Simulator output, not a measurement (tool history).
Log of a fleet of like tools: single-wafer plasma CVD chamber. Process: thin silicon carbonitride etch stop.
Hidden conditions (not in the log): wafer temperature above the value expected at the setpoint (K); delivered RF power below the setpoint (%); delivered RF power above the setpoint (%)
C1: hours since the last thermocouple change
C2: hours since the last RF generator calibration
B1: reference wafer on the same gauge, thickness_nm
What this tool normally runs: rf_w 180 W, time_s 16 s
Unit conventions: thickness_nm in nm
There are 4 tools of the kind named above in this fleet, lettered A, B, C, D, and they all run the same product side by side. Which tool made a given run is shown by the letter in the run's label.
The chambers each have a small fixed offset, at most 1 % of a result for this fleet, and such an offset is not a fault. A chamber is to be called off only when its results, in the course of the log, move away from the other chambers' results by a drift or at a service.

{"run": "1B", "hour": 11.9, "rf_w": 180, "time_s": 16, "C1": 391.3, "C2": 1197.4, "B1": 8.9416, "thickness_nm": 8.9083}
{"run": "2D", "hour": 23.9, "rf_w": 180, "time_s": 16, "C1": 911.3, "C2": 404.6, "B1": 8.9442, "thickness_nm": 8.854}
{"run": "3C", "hour": 34.8, "rf_w": 180, "time_s": 16, "C1": 351.3, "C2": 2663.3, "B1": 8.9438, "thickness_nm": 8.8858}
{"run": "4A", "hour": 45.2, "rf_w": 180, "time_s": 16, "C1": 2569.9, "C2": 931, "B1": 8.9468, "thickness_nm": 8.7887}
{"run": "5A", "hour": 58.0, "rf_w": 180, "time_s": 16, "C1": 2582.7, "C2": 943.8, "B1": 8.9457, "thickness_nm": 8.7837}
{"run": "6D", "hour": 65.5, "rf_w": 180, "time_s": 16, "C1": 952.9, "C2": 446.2, "B1": 8.947, "thickness_nm": 8.8467}
{"run": "7B", "hour": 72.1, "rf_w": 180, "time_s": 16, "C1": 451.5, "C2": 1257.6, "B1": 8.9449, "thickness_nm": 8.9011}
{"run": "8C", "hour": 80.2, "rf_w": 180, "time_s": 16, "C1": 396.7, "C2": 2708.7, "B1": 8.9482, "thickness_nm": 8.8752}
{"run": "9D", "hour": 91.4, "rf_w": 180, "time_s": 16, "C1": 978.8, "C2": 472.1, "B1": 8.9502, "thickness_nm": 8.8413}
{"run": "10B", "hour": 98.9, "rf_w": 190, "time_s": 16, "C1": 478.3, "C2": 1284.4, "B1": 8.9524, "thickness_nm": 9.0566}
{"run": "11A", "hour": 106.7, "rf_w": 190, "time_s": 16, "C1": 2631.4, "C2": 992.5, "B1": 8.9506, "thickness_nm": 8.9368}
{"run": "12C", "hour": 115.6, "rf_w": 190, "time_s": 16, "C1": 432.1, "C2": 2744.1, "B1": 8.9532, "thickness_nm": 9.0395}
{"run": "13A", "hour": 128.7, "rf_w": 190, "time_s": 16, "C1": 2653.4, "C2": 1014.5, "B1": 8.9539, "thickness_nm": 8.95}
{"run": "14D", "hour": 141.2, "rf_w": 180, "time_s": 16, "C1": 1028.6, "C2": 521.9, "B1": 8.9543, "thickness_nm": 8.8438}
{"run": "15B", "hour": 153.2, "rf_w": 180, "time_s": 16, "C1": 532.6, "C2": 1338.7, "B1": 8.9565, "thickness_nm": 8.9088}
{"run": "16C", "hour": 166.2, "rf_w": 180, "time_s": 16, "C1": 482.7, "C2": 2794.7, "B1": 8.9569, "thickness_nm": 8.8922}
{"run": "17A", "hour": 176.9, "rf_w": 180, "time_s": 16, "C1": 2701.6, "C2": 1062.7, "B1": 8.9583, "thickness_nm": 8.7831}
{"run": "18C", "hour": 183.7, "rf_w": 180, "time_s": 16, "C1": 500.2, "C2": 2812.2, "B1": 8.9612, "thickness_nm": 8.9111}
{"run": "19B", "hour": 195.0, "rf_w": 180, "time_s": 16, "C1": 574.4, "C2": 1380.5, "B1": 8.9615, "thickness_nm": 8.9114}
{"run": "20D", "hour": 209.9, "rf_w": 180, "time_s": 16, "C1": 1097.3, "C2": 590.6, "B1": 8.9635, "thickness_nm": 8.8628}
{"run": "21D", "hour": 218.9, "rf_w": 195, "time_s": 16, "C1": 1106.3, "C2": 599.6, "B1": 8.9644, "thickness_nm": 9.0791}
{"run": "22C", "hour": 226.4, "rf_w": 195, "time_s": 16, "C1": 542.9, "C2": 2854.9, "B1": 8.9635, "thickness_nm": 9.1073}
{"run": "23A", "hour": 237.8, "rf_w": 195, "time_s": 16, "C1": 2762.5, "C2": 1123.6, "B1": 8.9644, "thickness_nm": 9.0379}
{"hour": 240.5, "done": "chamber C: RF generator calibrated"}
{"run": "24B", "hour": 249.4, "rf_w": 195, "time_s": 16, "C1": 628.8, "C2": 1434.9, "B1": 8.9657, "thickness_nm": 9.1321}
{"run": "25A", "hour": 263.3, "rf_w": 180, "time_s": 16, "C1": 2788, "C2": 1149.1, "B1": 8.9657, "thickness_nm": 8.8198}
{"run": "26C", "hour": 273.9, "rf_w": 180, "time_s": 13.9, "C1": 590.4, "C2": 33.4, "B1": 8.9709, "thickness_nm": 7.7398}
{"run": "27D", "hour": 285.5, "rf_w": 180, "time_s": 13.9, "C1": 1172.9, "C2": 666.2, "B1": 8.9675, "thickness_nm": 7.7023}
{"run": "28B", "hour": 293.2, "rf_w": 180, "time_s": 13.9, "C1": 672.6, "C2": 1478.7, "B1": 8.9692, "thickness_nm": 7.7461}
{"run": "29C", "hour": 304.9, "rf_w": 180, "time_s": 13.9, "C1": 621.4, "C2": 64.4, "B1": 8.9728, "thickness_nm": 7.7367}
{"hour": 307.6, "done": "chamber B: RF generator calibrated"}
{"run": "30D", "hour": 316.6, "rf_w": 180, "time_s": 16, "C1": 1204, "C2": 697.3, "B1": 8.9738, "thickness_nm": 8.863}
{"run": "31A", "hour": 323.9, "rf_w": 180, "time_s": 16, "C1": 2848.6, "C2": 1209.7, "B1": 8.9742, "thickness_nm": 8.8344}
{"run": "32B", "hour": 332.3, "rf_w": 180, "time_s": 16, "C1": 711.7, "C2": 24.7, "B1": 8.9736, "thickness_nm": 8.9367}
{"run": "33B", "hour": 341.3, "rf_w": 180, "time_s": 16, "C1": 720.7, "C2": 33.7, "B1": 8.9715, "thickness_nm": 8.945}
{"run": "34C", "hour": 350.6, "rf_w": 180, "time_s": 16, "C1": 667.1, "C2": 110.1, "B1": 8.9781, "thickness_nm": 8.9205}
{"run": "35A", "hour": 364.3, "rf_w": 180, "time_s": 16, "C1": 2889, "C2": 1250.1, "B1": 8.9787, "thickness_nm": 8.8233}
{"run": "36D", "hour": 375.9, "rf_w": 180, "time_s": 16, "C1": 1263.3, "C2": 756.6, "B1": 8.978, "thickness_nm": 8.8577}

All chambers now run identical settings, listed one chamber a line with results as question marks. What results will each chamber show?
{"run": "37A", "hour": 386.7, "rf_w": 180, "time_s": 16, "thickness_nm": "?"}
{"run": "37B", "hour": 386.7, "rf_w": 180, "time_s": 16, "thickness_nm": "?"}
{"run": "37C", "hour": 386.7, "rf_w": 180, "time_s": 16, "thickness_nm": "?"}
{"run": "37D", "hour": 386.7, "rf_w": 180, "time_s": 16, "thickness_nm": "?"}

run=37A thickness_nm=8.8175
run=37B thickness_nm=8.9379
run=37C thickness_nm=8.9038
run=37D thickness_nm=8.8841
